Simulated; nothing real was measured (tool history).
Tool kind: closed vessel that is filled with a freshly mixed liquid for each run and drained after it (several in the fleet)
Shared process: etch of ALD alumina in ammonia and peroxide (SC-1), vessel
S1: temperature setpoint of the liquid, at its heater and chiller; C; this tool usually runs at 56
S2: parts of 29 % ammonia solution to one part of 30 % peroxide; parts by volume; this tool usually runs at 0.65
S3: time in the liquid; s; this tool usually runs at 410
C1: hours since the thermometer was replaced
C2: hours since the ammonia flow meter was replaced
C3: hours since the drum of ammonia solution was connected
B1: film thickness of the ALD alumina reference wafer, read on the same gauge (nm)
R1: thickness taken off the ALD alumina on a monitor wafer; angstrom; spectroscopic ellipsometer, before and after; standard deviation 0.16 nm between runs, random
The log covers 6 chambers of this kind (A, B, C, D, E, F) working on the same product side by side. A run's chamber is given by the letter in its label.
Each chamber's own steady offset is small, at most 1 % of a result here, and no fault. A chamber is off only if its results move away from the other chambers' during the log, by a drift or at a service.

run	hour	S1	S2	S3	C1	C2	C3	B1	R1
1B	6.0	56	0.65	410	229.7	381.2	843.1	40.002	167.36
2C	10.2	56	0.65	410	1834.2	736.6	255.1	40.020	166.69
3A	18.9	56	0.65	410	1503.0	1236.4	204.4	40.003	169.60
4F	23.1	56	0.65	410	1131.1	1035.2	640.6	39.998	164.63
5E	27.9	56	0.65	410	843.0	843.0	792.3	39.997	168.66
# hour 33.1: chamber D: new drum of ammonia solution connected
6D	33.2	56	0.65	410	997.7	449.6	0.2	40.008	168.62
7B	41.7	56	0.65	410	265.4	416.9	878.8	39.983	171.20
8E	48.7	56	0.80	335	863.8	863.8	813.1	40.039	138.29
9D	53.6	56	0.80	335	1018.1	470.0	20.6	39.999	140.88
10F	58.1	56	0.80	335	1166.1	1070.2	675.6	40.039	138.88
11A	62.6	56	0.80	335	1546.7	1280.1	248.1	39.979	142.83
12C	68.1	56	0.80	335	1892.1	794.5	313.0	40.018	137.64
13E	75.5	56	0.80	335	890.6	890.6	839.9	39.991	139.11
14D	82.7	56	0.65	410	1047.2	499.1	49.7	40.029	168.45
15A	88.7	56	0.65	410	1572.8	1306.2	274.2	39.980	167.92
16B	93.9	56	0.65	410	317.6	469.1	931.0	40.011	174.84
17F	99.7	56	0.65	410	1207.7	1111.8	717.2	40.021	165.70
18C	104.3	56	0.65	410	1928.3	830.7	349.2	39.995	168.45
19B	109.4	56	0.65	410	333.1	484.6	946.5	40.028	176.93
20E	115.1	51	0.65	585	930.2	930.2	879.5	40.034	180.89
21A	123.3	51	0.65	585	1607.4	1340.8	308.8	39.999	182.79
22F	128.0	51	0.65	585	1236.0	1140.1	745.5	40.007	181.22
23D	135.7	51	0.65	585	1100.2	552.1	102.7	40.010	180.76
24C	140.9	51	0.65	585	1964.9	867.3	385.8	40.000	180.82
# hour 145.2: chamber E: new drum of ammonia solution connected
25E	145.6	51	0.65	585	960.7	960.7	0.4	39.966	181.62
26C	153.6	56	0.65	410	1977.6	880.0	398.5	39.976	166.16
27B	161.8	56	0.65	325	385.5	537.0	998.9	40.026	143.95
28A	168.4	56	0.65	325	1652.5	1385.9	353.9	40.027	135.24
29F	173.9	56	0.65	325	1281.9	1186.0	791.4	40.035	131.56
30D	178.0	56	0.65	325	1142.5	594.4	145.0	39.990	130.48
31D	183.5	56	0.65	325	1148.0	599.9	150.5	39.990	133.16
32C	188.4	56	0.65	325	2012.4	914.8	433.3	40.050	130.44
33F	193.9	56	0.65	410	1301.9	1206.0	811.4	40.014	168.71
# hour 198.6: chamber A: thermometer replaced
34A	202.2	56	0.65	410	3.7	1419.7	387.7	40.003	165.51
35E	209.6	60	0.65	535	1024.7	1024.7	64.4	40.018	273.59
36B	215.8	60	0.65	535	439.5	591.0	1052.9	39.996	302.64

Read the log: is a single chamber off, either drifting away or since a service, is the gauge that measures every chamber drifting, or is nothing wrong beyond small per-chamber offsets? Name any odd chamber and what most likely caused it.

One chamber, B, drifts off from the rest bit by bit.
Cause: liquid hotter than its thermometer reads (K) = 2.6.

Below are 4 candidate recipes for chamber B's next run, each the usual settings with a change, their results shown as question marks. Which of them brings B's results back in line with what the other chambers give on the usual settings?
A result is in line if it is within this distance of the other chambers' mean on the usual settings: R1 5.70 angstrom
37B-1	222.1	61	0.65	410					?
37B-2	222.1	56	0.65	355					?
37B-3	222.1	57	0.65	445					?
37B-4	222.1	56	0.65	310					?

Usual-settings mean across the other chambers: R1 167.50 angstrom
run	R1
37B-1	249.54
37B-2	167.06
37B-3	220.62
37B-4	145.88
Change 37B-2 lands the chamber within the allowed miss of the other chambers.

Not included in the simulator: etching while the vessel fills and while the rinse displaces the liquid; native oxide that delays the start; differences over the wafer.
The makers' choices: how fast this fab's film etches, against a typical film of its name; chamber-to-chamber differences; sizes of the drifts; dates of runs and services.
